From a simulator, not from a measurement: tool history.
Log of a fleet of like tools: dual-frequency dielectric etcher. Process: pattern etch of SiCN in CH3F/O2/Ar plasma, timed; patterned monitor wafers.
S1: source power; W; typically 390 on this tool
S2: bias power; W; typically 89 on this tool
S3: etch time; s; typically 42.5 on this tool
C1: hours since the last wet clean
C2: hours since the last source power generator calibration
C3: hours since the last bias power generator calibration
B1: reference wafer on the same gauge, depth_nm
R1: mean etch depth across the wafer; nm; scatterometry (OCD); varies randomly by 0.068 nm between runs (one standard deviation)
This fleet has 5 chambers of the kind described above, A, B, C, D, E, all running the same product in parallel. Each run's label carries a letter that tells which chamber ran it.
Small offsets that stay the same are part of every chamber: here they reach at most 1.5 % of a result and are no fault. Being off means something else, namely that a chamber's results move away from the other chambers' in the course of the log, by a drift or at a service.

run,day,S1,S2,S3,C1,C2,C3,B1,R1
1C,0.104,390,89,42.5,159.7,2512.2,3043.7,15.981,17.067
2B,0.25,390,89,42.5,269,628.8,3400.5,15.99,17.101
3E,0.4,390,89,42.5,417.1,2090.8,3904.6,16.003,17.171
4D,0.579,390,89,42.5,375.3,2989.8,2474,16.021,17.126
5A,0.742,390,89,42.5,137.8,3355,636.7,16.003,16.816
6E,0.925,390,70,36.5,429.7,2103.4,3917.2,15.989,13.481
7B,1.121,390,70,36.5,289.9,649.7,3421.4,15.986,13.437
8D,1.217,390,70,36.5,390.6,3005.1,2489.3,15.985,13.354
9C,1.321,390,70,36.5,188.9,2541.4,3072.9,16.013,13.488
10A,1.488,390,70,36.5,155.7,3372.9,654.6,16.005,13.221
11B,1.621,390,89,42.5,301.9,661.7,3433.4,15.997,16.917
12A,1.738,390,89,42.5,161.7,3378.9,660.6,15.998,16.876
13C,1.85,340,89,33.5,201.6,2554.1,3085.6,16,12.707
14E,1.992,340,89,33.5,455.3,2129,3942.8,16.025,12.802
15D,2.192,340,89,33.5,414,3028.5,2512.7,15.998,12.818
16D,2.329,340,89,33.5,417.3,3031.8,2516,16.012,12.787
17C,2.525,340,89,33.5,217.8,2570.3,3101.8,15.987,12.812
18B,2.725,390,89,42.5,328.4,688.2,3459.9,16.005,16.724
19A,2.904,390,89,42.5,189.7,3406.9,688.6,16,16.938
20E,3,360,89,42.5,479.5,2153.2,3967,16.002,16.684
# day 3.079: chamber D: wet clean of the chamber
21E,3.125,360,89,42.5,482.5,2156.2,3970,15.991,16.681
22D,3.242,360,89,42.5,3.9,3053.7,2537.9,16.012,16.541
23C,3.371,360,89,42.5,238.1,2590.6,3122.1,15.996,16.505
24A,3.488,360,89,42.5,203.7,3420.9,702.6,15.993,16.293
25B,3.633,390,89,42.5,350.2,710,3481.7,15.997,16.728
26B,3.788,390,89,42.5,353.9,713.7,3485.4,16.001,16.641
27A,3.908,390,89,42.5,213.8,3431,712.7,16.003,16.897
28C,4.108,390,89,42.5,255.8,2608.3,3139.8,16.017,17.09
29E,4.217,390,89,42.5,508.7,2182.4,3996.2,15.984,16.963
30D,4.358,390,89,42.5,30.7,3080.5,2564.7,16.002,16.883
31E,4.529,390,89,42.5,516.2,2189.9,4003.7,15.985,17.15
32B,4.654,390,89,42.5,374.7,734.5,3506.2,15.998,16.46
# day 4.733: chamber E: source power generator calibrated
33D,4.779,390,89,42.5,40.8,3090.6,2574.8,15.983,17.082
# day 4.796: chamber D: source power generator calibrated
34A,4.908,390,89,42.5,237.8,3455,736.7,15.999,16.783
35C,5.025,390,89,42.5,277.8,2630.3,3161.8,15.972,17.063
36D,5.188,390,89,42.5,50.6,9.4,2584.6,15.988,17.074
37A,5.317,390,89,42.5,247.6,3464.8,746.5,16.015,16.814
38B,5.446,390,89,42.5,393.7,753.5,3525.2,15.992,16.259
39E,5.588,390,89,42.5,541.6,20.5,4029.1,15.985,17.034
40C,5.717,390,99,42.5,294.4,2646.9,3178.4,16.016,17.718
41C,5.912,390,99,42.5,299.1,2651.6,3183.1,15.991,17.606

Which is it: a chamber that has drifted or been left off by a service, a gauge drift common to all chambers, or only each chamber's usual small offset? If a chamber is off, name it and its likeliest cause.

Little by little, chamber B moves away from the other chambers.
Likeliest cause: etch rate under this chamber's usual, % = 4.96.

Chamber B could run next with any of the 4 candidate recipes listed below; each alters the usual settings, and their results appear as question marks. Which one brings its results back in line with what the other chambers deliver on the usual settings?
In line here means within this much of the mean the other chambers give on the usual settings: R1 0.24 nm
42B-1,6.058,390,89,40.5,,,,,?
42B-2,6.058,400,91,45.5,,,,,?
42B-3,6.058,390,89,44.5,,,,,?
42B-4,6.058,380,87,39.5,,,,,?

What the other chambers average on the usual settings: R1 16.998 nm
run,R1
42B-1,15.416
42B-2,17.628
42B-3,16.939
42B-4,14.766
The answer is 42B-3, which returns the chamber to within the allowed miss of the others.
